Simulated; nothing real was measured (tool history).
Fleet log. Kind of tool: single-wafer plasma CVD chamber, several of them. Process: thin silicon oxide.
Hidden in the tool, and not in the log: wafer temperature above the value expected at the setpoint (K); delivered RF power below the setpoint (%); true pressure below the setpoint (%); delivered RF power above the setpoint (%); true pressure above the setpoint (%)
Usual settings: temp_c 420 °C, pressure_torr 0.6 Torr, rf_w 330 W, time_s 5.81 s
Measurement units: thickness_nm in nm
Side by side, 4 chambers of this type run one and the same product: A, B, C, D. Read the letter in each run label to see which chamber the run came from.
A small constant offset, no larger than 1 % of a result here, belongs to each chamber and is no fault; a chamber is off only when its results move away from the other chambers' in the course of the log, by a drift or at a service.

run	hour	temp_c	pressure_torr	rf_w	time_s	hours since the last thermocouple change	hours since the last RF generator calibration	hours since the last manometer calibration	read-back reference wafer on the same gauge, thickness_nm	thickness_nm
1D	6	420	0.6	330	5.81	169.7	1985.2	188.6	7.1971	8.0297
2B	11.9	420	0.6	330	5.81	160.7	737.6	410.7	7.2101	8.1442
3A	15.1	420	0.6	330	5.81	1199.4	157.3	1794.6	7.1987	8.217
4C	19.8	420	0.6	330	5.81	1606.6	1224.3	211.8	7.2067	8.212
5A	23.1	420	0.6	330	5.81	1207.4	165.3	1802.6	7.1935	8.1719
6D	28.5	420	0.6	330	5.81	192.2	2007.7	211.1	7.1914	8.0873
7B	32	420	0.6	330	5.81	180.8	757.7	430.8	7.2037	8.0385
8C	36.9	420	0.6	330	5.81	1623.7	1241.4	228.9	7.2066	8.1179
9A	42.1	414	0.6	330	5.06	1226.4	184.3	1821.6	7.2052	7.1611
10C	45.7	414	0.6	330	5.06	1632.5	1250.2	237.7	7.1914	7.0992
11B	49.9	414	0.6	330	5.06	198.7	775.6	448.7	7.1998	7.0649
12D	53.8	414	0.6	330	5.06	217.5	2033	236.4	7.2016	7.0212
13B	59.2	420	0.6	330	5.81	208	784.9	458	7.1986	8.0696
14C	63.4	420	0.701	330	5.81	1650.2	1267.9	255.4	7.1946	9.624
15A	66.3	420	0.701	330	5.81	1250.6	208.5	1845.8	7.2003	9.4851
16D	72.3	420	0.701	330	5.81	236	2051.5	254.9	7.2007	9.5472
17C	75.8	420	0.701	330	5.81	1662.6	1280.3	267.8	7.2013	9.6175
18D	80	420	0.6	330	5.81	243.7	2059.2	262.6	7.185	8.0291
19B	85.3	420	0.6	330	5.81	234.1	811	484.1	7.1923	8.0714
20A	90.2	420	0.6	330	5.81	1274.5	232.4	1869.7	7.1951	8.0525
21D	94.6	420	0.6	330	5.81	258.3	2073.8	277.2	7.1972	8.0745
22B	99.7	420	0.6	330	5.81	248.5	825.4	498.5	7.2092	8.0973
23C	102.4	420	0.6	330	5.81	1689.2	1306.9	294.4	7.1946	8.0811
24A	105.2	420	0.6	390	5.81	1289.5	247.4	1884.7	7.1963	8.4868
25D	109.1	420	0.6	390	5.81	272.8	2088.3	291.7	7.1958	8.6025
26B	114.6	420	0.6	390	5.81	263.4	840.3	513.4	7.2076	8.7141
27A	120.6	420	0.6	390	5.81	1304.9	262.8	1900.1	7.1878	8.4535
28C	126.1	420	0.6	330	5.81	1712.9	1330.6	318.1	7.197	8.1218
29B	131.7	420	0.6	330	5.81	280.5	857.4	530.5	7.2018	8.1439
30C	136.7	420	0.6	330	5.81	1723.5	1341.2	328.7	7.2052	8.1598
31D	141.6	420	0.6	330	5.81	305.3	2120.8	324.2	7.2071	8.0844
32A	147.1	420	0.6	330	5.81	1331.4	289.3	1926.6	7.1899	7.7829
33C	151.2	420	0.6	330	5.81	1738	1355.7	343.2	7.2039	8.0863
34B	157.2	420	0.6	330	5.81	306	882.9	556	7.2099	8.1162
35D	161.2	420	0.6	330	5.81	324.9	2140.4	343.8	7.1992	8.0828
36A	166.8	420	0.6	330	5.81	1351.1	309	1946.3	7.2061	7.683
37B	169.5	420	0.6	330	5.81	318.3	895.2	568.3	7.2076	8.1682

Has any chamber moved away from the others, gradually or after a service, or does the common gauge drift, or do the chambers differ only by their own small steady offsets? State the chamber and the most likely cause if one applies.

Little by little, chamber A moves away from the other chambers.
Likeliest cause: true pressure below the setpoint (%) = 5.39.

Chamber A could run next with any of the 4 candidate recipes listed below; each alters the usual settings, and their results appear as question marks. Which one brings its results back in line with what the other chambers deliver on the usual settings?
In-line tolerance around the mean of the other chambers on the usual settings: thickness_nm 0.15 nm
38A-1	173.9	420	0.652	330	5.81					?
38A-2	173.9	420	0.617	330	5.91					?
38A-3	173.9	420	0.572	330	5.81					?
38A-4	173.9	422	0.6	265	5.81					?

On the usual settings, the other chambers give on average: thickness_nm 8.1086 nm
run	thickness_nm
38A-1	8.4242
38A-2	8.0807
38A-3	7.3123
38A-4	7.0222
The right change is 38A-2: it brings the chamber back within the allowed miss of the others.

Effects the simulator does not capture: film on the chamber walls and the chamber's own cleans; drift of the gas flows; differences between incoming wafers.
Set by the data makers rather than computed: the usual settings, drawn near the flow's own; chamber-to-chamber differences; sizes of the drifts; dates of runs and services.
